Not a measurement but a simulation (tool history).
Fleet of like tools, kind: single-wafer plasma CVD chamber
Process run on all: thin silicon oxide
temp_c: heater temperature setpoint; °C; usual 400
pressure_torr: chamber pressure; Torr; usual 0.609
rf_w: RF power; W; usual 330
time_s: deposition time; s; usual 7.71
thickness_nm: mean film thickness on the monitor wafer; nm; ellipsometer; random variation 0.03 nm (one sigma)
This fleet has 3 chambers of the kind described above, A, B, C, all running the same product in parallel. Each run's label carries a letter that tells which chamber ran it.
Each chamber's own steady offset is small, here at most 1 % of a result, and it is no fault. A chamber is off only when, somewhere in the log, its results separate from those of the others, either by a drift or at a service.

run,hour,temp_c,pressure_torr,rf_w,time_s,hours since the last thermocouple change,hours since the last RF generator calibration,hours since the last manometer calibration,"read-back reference wafer on the same gauge, thickness_nm",thickness_nm
1A,5.2,400,0.609,330,7.71,325.4,492.0,364.8,12.999,11.061
2B,14.5,400,0.609,330,7.71,1386.7,1803.1,391.3,12.994,11.142
3C,20.7,400,0.609,330,7.71,644.4,959.0,1122.7,12.998,11.165
4B,29.1,400,0.609,330,7.71,1401.3,1817.7,405.9,13.004,11.135
5C,34.7,400,0.609,330,7.71,658.4,973.0,1136.7,12.994,11.232
6A,43.6,400,0.609,330,7.71,363.8,530.4,403.2,13.007,11.086
7C,52.7,400,0.609,330,7.71,676.4,991.0,1154.7,13.007,11.213
8A,59.0,400,0.609,330,7.71,379.2,545.8,418.6,13.000,11.098
9B,65.3,400,0.609,330,7.71,1437.5,1853.9,442.1,13.000,11.108
10C,71.7,400,0.609,330,7.71,695.4,1010.0,1173.7,12.994,11.233
11B,79.6,400,0.609,330,7.71,1451.8,1868.2,456.4,12.998,11.065
12A,88.8,400,0.609,370,8.25,409.0,575.6,448.4,13.000,12.275
13C,97.5,400,0.609,370,8.25,721.2,1035.8,1199.5,12.997,12.543
14A,102.8,400,0.609,370,8.25,423.0,589.6,462.4,12.996,12.364
15B,113.2,400,0.609,330,7.71,1485.4,1901.8,490.0,12.993,11.119
16C,119.2,400,0.609,330,7.71,742.9,1057.5,1221.2,13.001,11.248
17A,124.8,400,0.609,330,7.71,445.0,611.6,484.4,13.005,11.018
18B,132.8,400,0.609,330,7.71,1505.0,1921.4,509.6,12.995,11.096
19C,137.8,400,0.609,330,7.71,761.5,1076.1,1239.8,13.002,11.163
20B,144.5,400,0.609,330,7.71,1516.7,1933.1,521.3,13.005,11.052
21A,153.1,400,0.609,330,7.71,473.3,639.9,512.7,12.995,10.947
22B,159.8,400,0.609,330,7.71,1532.0,1948.4,536.6,13.004,11.071
23C,168.3,400,0.609,330,7.71,792.0,1106.6,1270.3,12.997,11.270
24A,173.5,400,0.609,330,7.71,493.7,660.3,533.1,13.006,10.894
25C,179.6,400,0.609,330,7.71,803.3,1117.9,1281.6,13.000,11.196
26A,188.2,400,0.609,330,7.71,508.4,675.0,547.8,13.006,10.945
27B,195.8,400,0.609,330,7.71,1568.0,1984.4,572.6,12.995,11.050
28B,202.0,400,0.609,330,7.71,1574.2,1990.6,578.8,12.996,11.032
29A,211.5,400,0.609,330,9.03,531.7,698.3,571.1,12.991,12.765
30C,219.3,400,0.609,330,9.03,843.0,1157.6,1321.3,13.009,13.101
31C,227.1,400,0.609,330,9.03,850.8,1165.4,1329.1,13.007,13.057
32B,233.7,400,0.609,330,7.71,1605.9,2022.3,610.5,12.999,11.065

Is one chamber out of step, is the gauge drifting, or do the chambers differ by no more than their own small offsets? For an off chamber, give its letter and the likeliest cause.

It is chamber A that slowly wanders off from its peers.
Most likely cause: delivered RF power below the setpoint (%) = 4.7.
From this log alone, it may not be told apart from: true pressure below the setpoint (%).

Here are 4 candidates for chamber A's next run, each the usual settings with a change, their results left as question marks. Which one brings its results back in line with what the others give on the usual settings?
In line means no further than this from the other chambers' mean on the usual settings: thickness_nm 0.100 nm
33A-1,241.2,400,0.638,335,7.71,,,,,?
33A-2,241.2,400,0.600,330,7.64,,,,,?
33A-3,241.2,400,0.622,330,7.71,,,,,?
33A-4,241.2,400,0.590,330,7.57,,,,,?

The mean the other chambers reach with the usual settings: thickness_nm 11.149 nm
run,thickness_nm
33A-1,11.497
33A-2,10.592
33A-3,11.118
33A-4,10.304
It is 33A-3 that realigns the chamber with its peers.

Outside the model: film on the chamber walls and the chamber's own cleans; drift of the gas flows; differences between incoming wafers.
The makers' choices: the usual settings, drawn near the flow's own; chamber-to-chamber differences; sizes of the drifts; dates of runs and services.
